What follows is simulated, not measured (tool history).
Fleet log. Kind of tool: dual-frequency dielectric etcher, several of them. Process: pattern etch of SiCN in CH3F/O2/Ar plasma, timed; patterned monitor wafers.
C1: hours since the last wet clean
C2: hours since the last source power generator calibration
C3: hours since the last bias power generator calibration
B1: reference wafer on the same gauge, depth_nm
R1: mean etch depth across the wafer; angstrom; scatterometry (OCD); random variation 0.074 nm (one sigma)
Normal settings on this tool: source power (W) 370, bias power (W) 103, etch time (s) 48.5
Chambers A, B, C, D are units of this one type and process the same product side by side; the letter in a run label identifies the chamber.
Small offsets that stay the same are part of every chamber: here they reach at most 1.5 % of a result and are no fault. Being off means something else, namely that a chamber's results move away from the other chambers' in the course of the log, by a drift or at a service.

Run 1B, hour 6.1: usual settings; C1 204.8; C2 1140; C3 1171.3; B1 20.199. Result: R1 199.57 angstrom.
Run 2D, hour 11.1: usual settings; C1 368; C2 458.2; C3 1929; B1 20.215. Result: R1 202.05 angstrom.
Run 3A, hour 17.2: usual settings; C1 27.1; C2 182; C3 2362.4; B1 20.187. Result: R1 203.18 angstrom.
Run 4C, hour 21: usual settings; C1 326.4; C2 2919.2; C3 1185; B1 20.198. Result: R1 202.58 angstrom.
Run 5C, hour 24.4: usual settings; C1 329.8; C2 2922.6; C3 1188.4; B1 20.201. Result: R1 202.45 angstrom.
At hour 28.5: chamber D: wet clean of the chamber.
Run 6A, hour 31.6: usual settings; C1 41.5; C2 196.4; C3 2376.8; B1 20.203. Result: R1 202.99 angstrom.
Run 7D, hour 37.9: usual settings; C1 9.5; C2 485; C3 1955.8; B1 20.185. Result: R1 201.14 angstrom.
Run 8B, hour 44.4: usual settings; C1 243.1; C2 1178.3; C3 1209.6; B1 20.19. Result: R1 200.07 angstrom.
Run 9B, hour 47.9: usual settings; C1 246.6; C2 1181.8; C3 1213.1; B1 20.193. Result: R1 199.47 angstrom.
Run 10A, hour 51.5: usual settings; C1 61.4; C2 216.3; C3 2396.7; B1 20.205. Result: R1 203.35 angstrom.
Run 11C, hour 58.8: usual settings but bias power (W) 126, etch time (s) 58; C1 364.2; C2 2957; C3 1222.8; B1 20.196. Result: R1 261.8 angstrom.
Run 12D, hour 63.5: usual settings but bias power (W) 126, etch time (s) 58; C1 35.1; C2 510.6; C3 1981.4; B1 20.213. Result: R1 260.61 angstrom.
Run 13B, hour 67.6: usual settings but bias power (W) 126, etch time (s) 58; C1 266.3; C2 1201.5; C3 1232.8; B1 20.199. Result: R1 257.72 angstrom.
Run 14D, hour 72.1: usual settings but bias power (W) 126, etch time (s) 58; C1 43.7; C2 519.2; C3 1990; B1 20.207. Result: R1 261.92 angstrom.
Run 15A, hour 77.7: usual settings; C1 87.6; C2 242.5; C3 2422.9; B1 20.191. Result: R1 204.16 angstrom.
Run 16C, hour 84.3: usual settings but etch time (s) 61.5; C1 389.7; C2 2982.5; C3 1248.3; B1 20.222. Result: R1 258.03 angstrom.
Run 17D, hour 88: usual settings but etch time (s) 61.5; C1 59.6; C2 535.1; C3 2005.9; B1 20.2. Result: R1 257.81 angstrom.
Run 18C, hour 95.4: usual settings but etch time (s) 61.5; C1 400.8; C2 2993.6; C3 1259.4; B1 20.201. Result: R1 260.4 angstrom.
Run 19B, hour 102: usual settings but etch time (s) 61.5; C1 300.7; C2 1235.9; C3 1267.2; B1 20.191. Result: R1 252.75 angstrom.
Run 20A, hour 107.9: usual settings; C1 117.8; C2 272.7; C3 2453.1; B1 20.209. Result: R1 203.72 angstrom.
Run 21C, hour 111.8: usual settings; C1 417.2; C2 3010; C3 1275.8; B1 20.209. Result: R1 205.52 angstrom.
Run 22D, hour 118.2: usual settings; C1 89.8; C2 565.3; C3 2036.1; B1 20.198. Result: R1 202.46 angstrom.
Run 23A, hour 123.6: usual settings; C1 133.5; C2 288.4; C3 2468.8; B1 20.21. Result: R1 204.18 angstrom.
Run 24B, hour 130.8: usual settings; C1 329.5; C2 1264.7; C3 1296; B1 20.2. Result: R1 199.34 angstrom.
Run 25A, hour 136.5: usual settings; C1 146.4; C2 301.3; C3 2481.7; B1 20.212. Result: R1 202.45 angstrom.
At hour 138.8: chamber D: bias power generator calibrated.
Run 26C, hour 142.8: usual settings but bias power (W) 112; C1 448.2; C2 3041; C3 1306.8; B1 20.186. Result: R1 213.79 angstrom.
Run 27D, hour 148.9: usual settings but bias power (W) 112; C1 120.5; C2 596; C3 10.2; B1 20.207. Result: R1 208.96 angstrom.

One chamber off, gauge drift, or nothing amiss beyond the chambers' own small offsets? If it is a chamber, which one, and what is the likeliest cause?

Little by little, chamber C moves away from the other chambers.
Cause: etch rate over this chamber's usual, % = 2.46.

Here are 4 candidates for chamber C's next run, each the usual settings with a change, their results left as question marks. Which one brings its results back in line with what the others give on the usual settings?
In-line tolerance around the mean of the other chambers on the usual settings: R1 2.6 angstrom
Run 28C-1, hour 154.4: usual settings but bias power (W) 104, etch time (s) 49.5. Result: R1 ?.
Run 28C-2, hour 154.4: usual settings but bias power (W) 102, etch time (s) 46.5. Result: R1 ?.
Run 28C-3, hour 154.4: usual settings but bias power (W) 96. Result: R1 ?.
Run 28C-4, hour 154.4: usual settings but source power (W) 390, bias power (W) 110. Result: R1 ?.

The other chambers' mean on the usual settings: R1 201.67 angstrom
  run      R1
28C-1   211.9
28C-2  197.57
28C-3  201.33
28C-4  216.25
The answer is 28C-3, which returns the chamber to within the allowed miss of the others.
